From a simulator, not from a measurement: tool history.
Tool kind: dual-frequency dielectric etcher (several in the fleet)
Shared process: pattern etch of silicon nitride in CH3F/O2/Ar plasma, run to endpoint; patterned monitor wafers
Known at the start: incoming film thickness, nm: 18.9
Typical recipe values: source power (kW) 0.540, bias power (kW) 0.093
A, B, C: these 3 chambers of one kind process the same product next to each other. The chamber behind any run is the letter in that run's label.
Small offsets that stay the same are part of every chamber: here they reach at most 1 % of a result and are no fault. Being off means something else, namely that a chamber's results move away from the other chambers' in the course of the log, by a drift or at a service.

run   hour  source power (kW)  bias power (kW)  endpoint time (s)
 1C   15.0              0.540            0.093             22.331
 2A   27.4              0.540            0.093             22.505
 3B   38.4              0.540            0.093             22.188
      43.8  -- chamber C: bias power generator calibrated
 4C   48.9              0.540            0.093             22.370
 5B   57.1              0.540            0.093             22.213
 6A   65.3              0.660            0.077             22.173
 7C   74.3              0.660            0.077             22.248
 8B   86.2              0.660            0.077             22.104
 9A   99.9              0.540            0.093             22.470
10B  109.7              0.540            0.093             22.397
11C  124.0              0.540            0.093             22.186
     132.2  -- chamber C: wet clean of the chamber
12A  136.4              0.540            0.093             22.423
13A  148.7              0.540            0.093             22.502
14B  155.9              0.660            0.083             21.702
15C  171.0              0.660            0.083             21.521
16A  183.9              0.660            0.083             21.600
     189.3  -- chamber A: wet clean of the chamber
17C  195.1              0.540            0.093             22.296
18B  203.4              0.540            0.093             22.721
19A  211.7              0.540            0.093             22.250
20C  223.0              0.540            0.093             22.295
21B  229.9              0.540            0.093             22.815
22A  239.2              0.540            0.093             22.274
23B  251.7              0.540            0.093             23.068
24C  258.5              0.540            0.093             22.312
25A  272.6              0.540            0.093             22.405
26C  279.7              0.540            0.093             22.291
27B  289.5              0.540            0.093             23.110
28A  305.0              0.440            0.102             23.426
29C  314.0              0.440            0.102             23.145
30B  321.4              0.440            0.102             24.109
31C  334.8              0.540            0.093             22.516
32B  350.4              0.540            0.093             23.307

Read the log: is a single chamber off, either drifting away or since a service, is the gauge that measures every chamber drifting, or is nothing wrong beyond small per-chamber offsets? Name any odd chamber and what most likely caused it.

Little by little, chamber B moves away from the other chambers.
Likeliest cause: etch rate under this chamber's usual, % = 5.02.

Below are 4 candidate recipes for chamber B's next run, each the usual settings with a change, their results shown as question marks. Which of them brings B's results back in line with what the other chambers give on the usual settings?
To be in line, a result may differ from the other chambers' mean on the usual settings by at most: endpoint time (s) 0.300
33B-1  361.5              0.540            0.082                  ?
33B-2  361.5              0.490            0.085                  ?
33B-3  361.5              0.540            0.104                  ?
33B-4  361.5              0.590            0.101                  ?

The other chambers' mean on the usual settings: endpoint time (s) 22.407
  run  endpoint time (s)
33B-1             24.420
33B-2             25.038
33B-3             22.476
33B-4             21.961
The answer is 33B-3, which returns the chamber to within the allowed miss of the others.
